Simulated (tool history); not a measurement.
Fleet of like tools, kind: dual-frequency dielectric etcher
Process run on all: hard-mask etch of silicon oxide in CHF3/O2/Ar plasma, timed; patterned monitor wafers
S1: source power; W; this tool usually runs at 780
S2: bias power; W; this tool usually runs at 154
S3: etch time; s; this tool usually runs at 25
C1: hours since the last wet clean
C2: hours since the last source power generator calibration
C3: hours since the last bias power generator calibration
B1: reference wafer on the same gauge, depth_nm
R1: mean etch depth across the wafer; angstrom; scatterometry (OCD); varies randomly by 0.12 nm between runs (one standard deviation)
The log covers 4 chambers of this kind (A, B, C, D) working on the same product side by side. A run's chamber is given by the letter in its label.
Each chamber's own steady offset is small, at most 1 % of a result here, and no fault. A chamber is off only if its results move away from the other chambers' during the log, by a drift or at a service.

{"run": "1D", "day": 0.358, "S1": 780, "S2": 154, "S3": 25, "C1": 468.2, "C2": 3033.3, "C3": 133.9, "B1": 60.518, "R1": 522.67}
{"run": "2B", "day": 0.746, "S1": 780, "S2": 154, "S3": 25, "C1": 143.4, "C2": 2549.4, "C3": 696.0, "B1": 60.495, "R1": 514.22}
{"run": "3A", "day": 1.088, "S1": 780, "S2": 154, "S3": 25, "C1": 487.4, "C2": 2053.7, "C3": 1901.6, "B1": 60.489, "R1": 511.36}
{"run": "4C", "day": 1.504, "S1": 780, "S2": 154, "S3": 25, "C1": 127.5, "C2": 1471.5, "C3": 745.3, "B1": 60.52, "R1": 519.53}
{"run": "5A", "day": 2.017, "S1": 780, "S2": 154, "S3": 25, "C1": 509.7, "C2": 2076.0, "C3": 1923.9, "B1": 60.505, "R1": 515.78}
{"run": "6C", "day": 2.367, "S1": 780, "S2": 154, "S3": 25, "C1": 148.2, "C2": 1492.2, "C3": 766.0, "B1": 60.491, "R1": 520.0}
{"run": "7D", "day": 2.667, "S1": 780, "S2": 154, "S3": 25, "C1": 523.6, "C2": 3088.7, "C3": 189.3, "B1": 60.513, "R1": 524.82}
{"run": "8B", "day": 2.896, "S1": 780, "S2": 154, "S3": 25, "C1": 195.0, "C2": 2601.0, "C3": 747.6, "B1": 60.524, "R1": 515.1}
{"run": "9B", "day": 3.367, "S1": 780, "S2": 154, "S3": 25, "C1": 206.3, "C2": 2612.3, "C3": 758.9, "B1": 60.496, "R1": 515.72}
{"run": "10C", "day": 3.867, "S1": 780, "S2": 154, "S3": 19, "C1": 184.2, "C2": 1528.2, "C3": 802.0, "B1": 60.504, "R1": 396.17}
{"run": "11A", "day": 4.117, "S1": 780, "S2": 154, "S3": 19, "C1": 560.1, "C2": 2126.4, "C3": 1974.3, "B1": 60.52, "R1": 392.28}
{"run": "12D", "day": 4.538, "S1": 780, "S2": 154, "S3": 19, "C1": 568.5, "C2": 3133.6, "C3": 234.2, "B1": 60.534, "R1": 396.82}
{"run": "13A", "day": 4.992, "S1": 780, "S2": 154, "S3": 19, "C1": 581.1, "C2": 2147.4, "C3": 1995.3, "B1": 60.527, "R1": 390.6}
{"day": 5.129, "done": "chamber D: wet clean of the chamber"}
{"run": "14D", "day": 5.512, "S1": 780, "S2": 154, "S3": 25, "C1": 9.2, "C2": 3157.0, "C3": 257.6, "B1": 60.497, "R1": 521.84}
{"day": 5.721, "done": "chamber A: wet clean of the chamber"}
{"run": "15C", "day": 5.875, "S1": 780, "S2": 154, "S3": 25, "C1": 232.4, "C2": 1576.4, "C3": 850.2, "B1": 60.445, "R1": 518.13}
{"run": "16B", "day": 6.362, "S1": 780, "S2": 154, "S3": 25, "C1": 278.2, "C2": 2684.2, "C3": 830.8, "B1": 60.529, "R1": 515.65}
{"run": "17D", "day": 6.858, "S1": 780, "S2": 169, "S3": 28, "C1": 41.5, "C2": 3189.3, "C3": 289.9, "B1": 60.512, "R1": 602.73}
{"run": "18A", "day": 7.329, "S1": 780, "S2": 169, "S3": 28, "C1": 38.7, "C2": 2203.5, "C3": 2051.4, "B1": 60.498, "R1": 593.38}
{"run": "19B", "day": 7.821, "S1": 780, "S2": 169, "S3": 28, "C1": 313.2, "C2": 2719.2, "C3": 865.8, "B1": 60.522, "R1": 594.28}
{"run": "20C", "day": 8.071, "S1": 780, "S2": 169, "S3": 28, "C1": 285.1, "C2": 1629.1, "C3": 902.9, "B1": 60.48, "R1": 602.52}
{"run": "21B", "day": 8.454, "S1": 780, "S2": 154, "S3": 25, "C1": 328.4, "C2": 2734.4, "C3": 881.0, "B1": 60.496, "R1": 515.57}
{"run": "22D", "day": 8.892, "S1": 780, "S2": 154, "S3": 25, "C1": 90.3, "C2": 3238.1, "C3": 338.7, "B1": 60.495, "R1": 522.19}
{"run": "23A", "day": 9.417, "S1": 780, "S2": 154, "S3": 25, "C1": 88.8, "C2": 2253.6, "C3": 2101.5, "B1": 60.487, "R1": 514.79}
{"run": "24C", "day": 9.658, "S1": 780, "S2": 154, "S3": 25, "C1": 323.2, "C2": 1667.2, "C3": 941.0, "B1": 60.535, "R1": 522.2}
{"run": "25B", "day": 10.154, "S1": 780, "S2": 167, "S3": 25, "C1": 369.2, "C2": 2775.2, "C3": 921.8, "B1": 60.486, "R1": 530.36}
{"run": "26A", "day": 10.567, "S1": 780, "S2": 167, "S3": 25, "C1": 116.4, "C2": 2281.2, "C3": 2129.1, "B1": 60.489, "R1": 528.54}
{"run": "27C", "day": 11.033, "S1": 780, "S2": 167, "S3": 25, "C1": 356.2, "C2": 1700.2, "C3": 974.0, "B1": 60.487, "R1": 534.42}
{"day": 11.35, "done": "chamber B: source power generator calibrated"}
{"run": "28D", "day": 11.5, "S1": 780, "S2": 167, "S3": 25, "C1": 152.9, "C2": 3300.7, "C3": 401.3, "B1": 60.466, "R1": 535.53}
{"run": "29B", "day": 11.854, "S1": 780, "S2": 154, "S3": 25, "C1": 410.0, "C2": 12.1, "C3": 962.6, "B1": 60.503, "R1": 515.06}
{"run": "30C", "day": 12.15, "S1": 780, "S2": 154, "S3": 25, "C1": 383.0, "C2": 1727.0, "C3": 1000.8, "B1": 60.507, "R1": 520.89}
{"run": "31D", "day": 12.571, "S1": 780, "S2": 154, "S3": 25, "C1": 178.6, "C2": 3326.4, "C3": 427.0, "B1": 60.503, "R1": 523.4}
{"run": "32A", "day": 12.954, "S1": 780, "S2": 154, "S3": 25, "C1": 173.7, "C2": 2338.5, "C3": 2186.4, "B1": 60.492, "R1": 513.34}
{"run": "33B", "day": 13.388, "S1": 780, "S2": 154, "S3": 25, "C1": 446.8, "C2": 48.9, "C3": 999.4, "B1": 60.472, "R1": 514.98}
{"run": "34D", "day": 13.8, "S1": 780, "S2": 154, "S3": 25, "C1": 208.1, "C2": 3355.9, "C3": 456.5, "B1": 60.508, "R1": 524.04}
{"run": "35C", "day": 14.175, "S1": 780, "S2": 154, "S3": 25, "C1": 431.6, "C2": 1775.6, "C3": 1049.4, "B1": 60.503, "R1": 518.58}

Next, every chamber runs the same settings. What will each give?
{"run": "36A", "day": 14.554, "S1": 780, "S2": 131, "S3": 25, "R1": "?"}
{"run": "36B", "day": 14.554, "S1": 780, "S2": 131, "S3": 25, "R1": "?"}
{"run": "36C", "day": 14.554, "S1": 780, "S2": 131, "S3": 25, "R1": "?"}
{"run": "36D", "day": 14.554, "S1": 780, "S2": 131, "S3": 25, "R1": "?"}

run=36A R1=489.45
run=36B R1=488.63
run=36C R1=493.04
run=36D R1=496.61

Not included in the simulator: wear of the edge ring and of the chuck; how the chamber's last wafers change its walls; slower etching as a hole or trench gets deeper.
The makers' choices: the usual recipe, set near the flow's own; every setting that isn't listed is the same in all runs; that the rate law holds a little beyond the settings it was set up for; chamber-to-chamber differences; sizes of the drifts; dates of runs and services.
